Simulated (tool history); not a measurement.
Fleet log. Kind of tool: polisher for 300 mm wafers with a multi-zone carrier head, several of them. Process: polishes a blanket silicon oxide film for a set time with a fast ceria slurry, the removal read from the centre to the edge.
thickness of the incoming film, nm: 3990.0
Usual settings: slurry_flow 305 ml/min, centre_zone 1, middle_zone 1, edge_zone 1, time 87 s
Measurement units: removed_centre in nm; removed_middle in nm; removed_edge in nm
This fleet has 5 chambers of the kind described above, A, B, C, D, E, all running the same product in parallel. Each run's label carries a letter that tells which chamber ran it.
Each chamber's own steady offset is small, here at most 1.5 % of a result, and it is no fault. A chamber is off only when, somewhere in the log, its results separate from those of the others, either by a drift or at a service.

run,hour,slurry_flow,centre_zone,middle_zone,edge_zone,time,wafers polished on this pad,hours since the slurry nozzle was cleaned,hours since the centre zone pressure was calibrated,hours since the edge zone pressure was calibrated,removed_centre,removed_middle,removed_edge
1D,3.8,305,1,1,1,87,184,311.5,283.3,156.4,1345.9,1318.8,1333
# hour 6.3: chamber B: worn pad replaced by a new one
2E,9.6,305,1,1,1,87,291,158.6,10.6,272.6,1312.4,1342.8,1317.3
# hour 15.9: chamber A: worn pad replaced by a new one
3B,16.9,305,1,1,1,87,89,378.9,498.3,533.2,1333.5,1336.6,1333.4
4A,22.8,305,1,1,1,87,58,282.2,531.1,449.8,1347.4,1328.5,1328.9
5C,27.6,305,1,1,1,87,585,397,410,668.6,1328.8,1354.5,1365.7
# hour 29.3: chamber D: centre zone pressure recalibrated
6A,31.8,305,1,1,1,87,134,291.2,540.1,458.8,1359,1337.4,1339.4
# hour 35.1: chamber C: edge zone pressure recalibrated
7E,37.8,305,1,1,1,87,529,186.8,38.8,300.8,1335,1314.4,1321.3
# hour 39.2: chamber E: slurry nozzle cleaned
8D,42.4,305,1,1,1,87,509,350.1,13.2,195,1346.1,1332.2,1321.2
9C,48.2,305,1,1,1,87,759,417.6,430.6,13.2,1312.3,1316.7,1349.1
10B,53.8,305,1,1,1,87,400,415.8,535.2,570.1,1339,1334.6,1333
11C,58.2,305,1,1,1,87,843,427.6,440.6,23.2,1296.6,1328.3,1316.2
12B,62.4,305,1,1,1,87,472,424.4,543.8,578.7,1342.2,1332.6,1346.7
13D,68.1,305,1,1,1,87,725,375.8,38.9,220.7,1345.7,1327.3,1330.8
14E,71.7,305,1,1,1,87,814,32.5,72.7,334.7,1316.7,1309.5,1300.8
15A,77.4,305,1,1,1,87,517,336.8,585.7,504.4,1344.3,1316.2,1347.6
16E,84.5,305,1,0.92,1,87,922,45.3,85.5,347.5,1325.6,1209.5,1312.9
# hour 86.4: chamber C: centre zone pressure recalibrated
17C,91.9,305,1,0.92,1,87,1127,461.3,5.6,56.9,1292.5,1210.8,1308.4
18B,98.6,305,1,0.92,1,87,777,460.6,580,614.9,1339.5,1241.1,1362.6
# hour 102: chamber A: slurry nozzle cleaned
19A,102.2,305,1,0.92,1,87,726,0.2,610.5,529.2,1341,1241.4,1347.6
# hour 104.1: chamber E: worn pad replaced by a new one
20D,108.8,305,1,0.92,1,87,1068,416.5,79.6,261.4,1352.1,1235.4,1322
# hour 112.7: chamber B: worn pad replaced by a new one
# hour 112.9: chamber D: worn pad replaced by a new one
21B,112.9,305,1,1,1,87,1,474.9,594.3,629.2,1341,1330.4,1352.7
22D,117.1,350,1,1,1,87,36,424.8,87.9,269.7,1352,1350.2,1327.1
23E,122.7,350,1,1,1,87,157,83.5,123.7,385.7,1332.7,1352.5,1318.8
24C,126.1,350,1,1,1,87,1415,495.5,39.8,91.1,1299.2,1298.3,1281.8
25A,130.6,350,1,1,1,87,965,28.6,638.9,557.6,1354.7,1351.4,1365.8
26D,136.4,350,1,1,1,87,198,444.1,107.2,289,1352.9,1333.9,1349.7
27C,140.7,305,1,1,1,87,1538,510.1,54.4,105.7,1245.1,1271.3,1279.2
28A,146,305,1,1,1,87,1095,44,654.3,573,1344.7,1333.8,1366.2
29B,150.6,305,1,1,1,87,319,512.6,632,666.9,1347.2,1348.8,1335.3
30E,155.8,305,1,1,1,87,435,116.6,156.8,418.8,1324.1,1305,1315.9
31B,162,305,1,1,1,87,415,524,643.4,678.3,1346.4,1337.5,1325.1
32E,169.5,305,1,1,1,87,551,130.3,170.5,432.5,1327.6,1332.5,1330.3
33C,176.1,305,1,1,1,87,1836,545.5,89.8,141.1,1252.7,1256.1,1257.3
34D,180,305,1,1,1,87,565,487.7,150.8,332.6,1345.8,1347.6,1333.1
35A,185,305,1,1,1,87,1423,83,693.3,612,1356.2,1335,1348.4
# hour 187.6: chamber A: worn pad replaced by a new one
36E,189.7,305,1,1,1,87,721,150.5,190.7,452.7,1315.7,1311.9,1323.8
37C,195.1,305,1,1,1,87,1996,564.5,108.8,160.1,1242.6,1258.7,1222.6
# hour 195.9: chamber B: worn pad replaced by a new one
# hour 198.2: chamber D: edge zone pressure recalibrated
38D,201.3,305,1,1,1,87,745,509,172.1,3.2,1340.9,1329.9,1337.6
39B,208.1,305,1,1,1,87,102,570.1,689.5,724.4,1319.9,1325.6,1335.6
40A,214.3,305,1,1,1,87,225,112.3,722.6,641.3,1336.5,1333.6,1352.7
41B,220.1,305,1,1,1,87,203,582.1,701.5,736.4,1332.2,1327.2,1347
# hour 221.9: chamber C: slurry nozzle cleaned
42D,223.7,305,1,1,1,87,933,531.4,194.5,25.6,1338.4,1319.3,1373
43C,230,305,1.05,1,1,76,2289,8.1,143.7,195,1122.1,1074.8,1067.5
44E,233.5,305,1.05,1,1,76,1090,194.3,234.5,496.5,1207.6,1146.5,1162.5

Read the log: is a single chamber off, either drifting away or since a service, is the gauge that measures every chamber drifting, or is nothing wrong beyond small per-chamber offsets? Name any odd chamber and what most likely caused it.

Chamber C drifts away from the others.
Likeliest cause: removal rate lost through wear of the pad, % = 8.76.

Chamber C could run next with any of the 4 candidate recipes listed below; each alters the usual settings, and their results appear as question marks. Which one brings its results back in line with what the other chambers deliver on the usual settings?
In-line tolerance around the mean of the other chambers on the usual settings: removed_centre 30 nm; removed_middle 31 nm; removed_edge 49 nm
45C-1,239,300,0.99,1,1,80,,,,,?,?,?
45C-2,239,310,1.01,1,1,95,,,,,?,?,?
45C-3,239,305,0.99,1,1,83,,,,,?,?,?
45C-4,239,305,1.01,1,1,91,,,,,?,?,?

The other chambers' mean on the usual settings: removed_centre 1336.8 nm; removed_middle 1330.5 nm; removed_edge 1332.6 nm
run,removed_centre,removed_middle,removed_edge
45C-1,1097.8,1119.9,1116.1
45C-2,1336.7,1334,1328.6
45C-3,1140.9,1163.8,1159.4
45C-4,1278.2,1275.8,1271.1
The answer is 45C-2, which returns the chamber to within the allowed miss of the others.
